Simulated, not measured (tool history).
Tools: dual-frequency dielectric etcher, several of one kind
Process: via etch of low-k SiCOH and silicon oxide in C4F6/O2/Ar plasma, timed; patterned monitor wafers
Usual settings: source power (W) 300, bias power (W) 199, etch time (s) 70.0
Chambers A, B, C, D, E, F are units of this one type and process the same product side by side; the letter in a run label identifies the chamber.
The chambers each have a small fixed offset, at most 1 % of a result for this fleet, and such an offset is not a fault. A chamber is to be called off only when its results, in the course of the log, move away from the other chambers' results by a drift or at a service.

run	hour	source power (W)	bias power (W)	etch time (s)	read-back reference wafer on the same gauge, depth_nm	mean etch depth across the wafer (Å)
1C	6.3	300	199	70.0	175.98	1822.9
2F	19.5	300	199	70.0	176.04	1809.4
3E	31.6	300	199	70.0	176.15	1824.9
# hour 35.4: chamber C: wet clean of the chamber
4B	43.2	300	199	70.0	176.16	1827.2
5A	56.1	300	199	70.0	176.17	1815.2
6D	64.1	300	199	70.0	176.19	1819.0
7E	75.0	300	199	70.0	176.18	1826.5
8D	88.0	300	199	70.0	176.26	1825.5
9C	100.8	300	199	70.0	176.28	1825.3
10F	113.5	300	199	70.0	176.38	1813.7
11A	125.0	300	199	70.0	176.43	1817.3
12B	132.2	300	199	70.0	176.34	1823.1
13C	144.6	300	199	70.0	176.37	1829.4
14A	152.0	300	199	70.0	176.40	1816.0
15B	164.9	300	199	70.0	176.52	1821.5
16F	173.5	300	216	51.5	176.50	1369.0
17E	180.1	300	216	51.5	176.47	1386.1
# hour 181.2: chamber E: bias power generator calibrated
18D	186.4	300	216	51.5	176.52	1375.3
19D	192.3	300	216	51.5	176.54	1377.6
20B	200.8	300	216	51.5	176.50	1380.2
21E	212.2	300	216	51.5	176.59	1385.6
22C	224.9	300	199	70.0	176.64	1834.2
23A	231.1	300	199	70.0	176.65	1822.0
24F	240.5	300	199	70.0	176.69	1817.6
25E	248.3	300	199	70.0	176.71	1827.5
# hour 250.5: chamber F: bias power generator calibrated
26F	255.6	300	199	70.0	176.76	1817.3
27A	267.0	300	199	70.0	176.85	1825.5
28B	277.5	300	199	70.0	176.71	1825.1
# hour 278.0: chamber B: source power generator calibrated
29D	286.0	300	199	70.0	176.82	1821.7
# hour 289.1: chamber F: wet clean of the chamber
30C	292.1	270	228	70.0	176.80	1845.6
31A	301.0	270	228	70.0	176.85	1832.5
32E	314.1	270	228	70.0	176.84	1840.9
# hour 314.9: chamber E: wet clean of the chamber
33C	324.4	270	228	70.0	176.99	1841.3
34D	335.4	270	228	70.0	176.98	1830.8
35B	343.7	270	228	70.0	177.04	1838.6
36F	355.8	300	199	70.0	177.00	1820.9
37F	364.4	300	199	70.0	177.03	1820.2
38B	371.7	300	199	70.0	176.99	1828.2
39A	381.6	300	199	70.0	177.04	1827.2
40E	388.4	300	199	70.0	177.08	1831.3

All chambers now run identical settings, listed one chamber a line with results as question marks. What results will each chamber show?
41A	398.0	300	170	70.0		?
41B	398.0	300	170	70.0		?
41C	398.0	300	170	70.0		?
41D	398.0	300	170	70.0		?
41E	398.0	300	170	70.0		?
41F	398.0	300	170	70.0		?

run	mean etch depth across the wafer (Å)
41A	1729.6
41B	1738.0
41C	1749.0
41D	1734.4
41E	1746.9
41F	1736.9
